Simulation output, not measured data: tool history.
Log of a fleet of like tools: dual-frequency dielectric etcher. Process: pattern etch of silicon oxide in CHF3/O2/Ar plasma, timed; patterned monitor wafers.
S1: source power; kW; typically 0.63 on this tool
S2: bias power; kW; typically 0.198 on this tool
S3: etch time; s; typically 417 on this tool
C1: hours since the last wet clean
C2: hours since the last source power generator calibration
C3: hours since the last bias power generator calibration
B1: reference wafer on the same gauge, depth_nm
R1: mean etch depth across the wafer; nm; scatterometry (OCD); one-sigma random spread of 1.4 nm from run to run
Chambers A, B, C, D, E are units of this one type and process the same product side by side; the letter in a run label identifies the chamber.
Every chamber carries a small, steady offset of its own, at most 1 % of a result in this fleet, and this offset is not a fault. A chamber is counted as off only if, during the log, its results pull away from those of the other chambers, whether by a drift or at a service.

run   hour    S1     S2   S3     C1      C2      C3      B1      R1
 1D    9.8  0.63  0.198  417  233.6   151.7   413.7  707.03  867.41
 2E   19.3  0.63  0.198  417  346.3  2966.8   298.2  706.72  873.12
 3B   30.1  0.63  0.198  417  223.6  2357.4   614.8  706.77  868.13
 4A   38.6  0.63  0.198  417  276.1    2207   939.5  706.34  872.62
 5C   49.9  0.63  0.198  417  198.4  4549.5  1107.1  706.07   867.3
 6B   62.2  0.63  0.198  417  255.7  2389.5   646.9  706.13  869.83
 7A   71.9  0.76  0.219  417  309.4  2240.3   972.8  706.05  971.63
 8D   81.7  0.76  0.219  417  305.5   223.6   485.6  705.75  962.48
 9C   94.9  0.76  0.219  417  243.4  4594.5  1152.1  705.79  963.02
10E  103.1  0.76  0.219  417  430.1  3050.6     382  705.87  965.61
11C    112  0.76  0.219  417  260.5  4611.6  1169.2  705.66  965.17
12D  120.5  0.63  0.198  417  344.3   262.4   524.4  705.42  867.95
     122.3  -- chamber A: wet clean of the chamber
13B  128.8  0.63  0.198  417  322.3  2456.1   713.5  705.25  866.35
14E  134.9  0.63  0.198  417  461.9  3082.4   413.8  705.01  873.18
15A    141  0.63  0.198  417   18.7  2309.4  1041.9  705.34  873.15
     141.5  -- chamber C: source power generator calibrated
16C  149.3  0.63  0.198  417  297.8     7.9  1206.5  705.03  868.82
17D  162.8  0.63  0.198  456  386.6   304.7   566.7  704.66   944.8
18A  172.7  0.63  0.198  456   50.4  2341.1  1073.6  704.39  955.01
19E  185.3  0.63  0.198  456  512.3  3132.8   464.2  704.42  950.41
20B  194.8  0.63  0.198  456  388.3  2522.1   779.5   704.3  946.17
       200  -- chamber D: wet clean of the chamber
21E  203.8  0.63  0.198  456  530.8  3151.3   482.7  704.17  949.45
22D  214.4  0.63  0.198  417   14.5   356.3   618.3  704.01   865.8
23A  221.1  0.63  0.198  417   98.8  2389.5    1122  703.67  872.63
24B  232.7  0.63  0.198  417  426.2    2560   817.4  703.77  862.78
25C    245  0.63  0.198  417  393.5   103.6  1302.2   703.3  864.34
26D  253.9  0.63  0.198  417     54   395.8   657.8  703.48  864.52
27A  262.7  0.63  0.198  417  140.4  2431.1  1163.6  703.21  872.51
28C  272.8  0.63  0.198  417  421.3   131.4    1330  703.13  864.07
29B  279.2  0.63  0.198  417  472.7  2606.5   863.9  703.17  864.35
30E  291.5  0.63  0.198  417  618.5    3239   570.4  703.07  869.86
31A  302.4  0.63  0.198  417  180.1  2470.8  1203.3  702.92  866.32
32D  312.7  0.63  0.198  417  112.8   454.6   716.6  702.83  862.44
33B  323.3  0.63   0.17  417  516.8  2650.6     908  702.52  822.81
34C  335.2  0.63   0.17  417  483.7   193.8  1392.4   702.4  822.66

The same settings go to every chamber for the next run, one line per chamber below. Forecast the results for each:
35A  344.9  0.63  0.198  417                   ?
35B  344.9  0.63  0.198  417                   ?
35C  344.9  0.63  0.198  417                   ?
35D  344.9  0.63  0.198  417                   ?
35E  344.9  0.63  0.198  417                   ?

run      R1
35A  870.93
35B  863.08
35C   862.4
35D   861.6
35E  865.91

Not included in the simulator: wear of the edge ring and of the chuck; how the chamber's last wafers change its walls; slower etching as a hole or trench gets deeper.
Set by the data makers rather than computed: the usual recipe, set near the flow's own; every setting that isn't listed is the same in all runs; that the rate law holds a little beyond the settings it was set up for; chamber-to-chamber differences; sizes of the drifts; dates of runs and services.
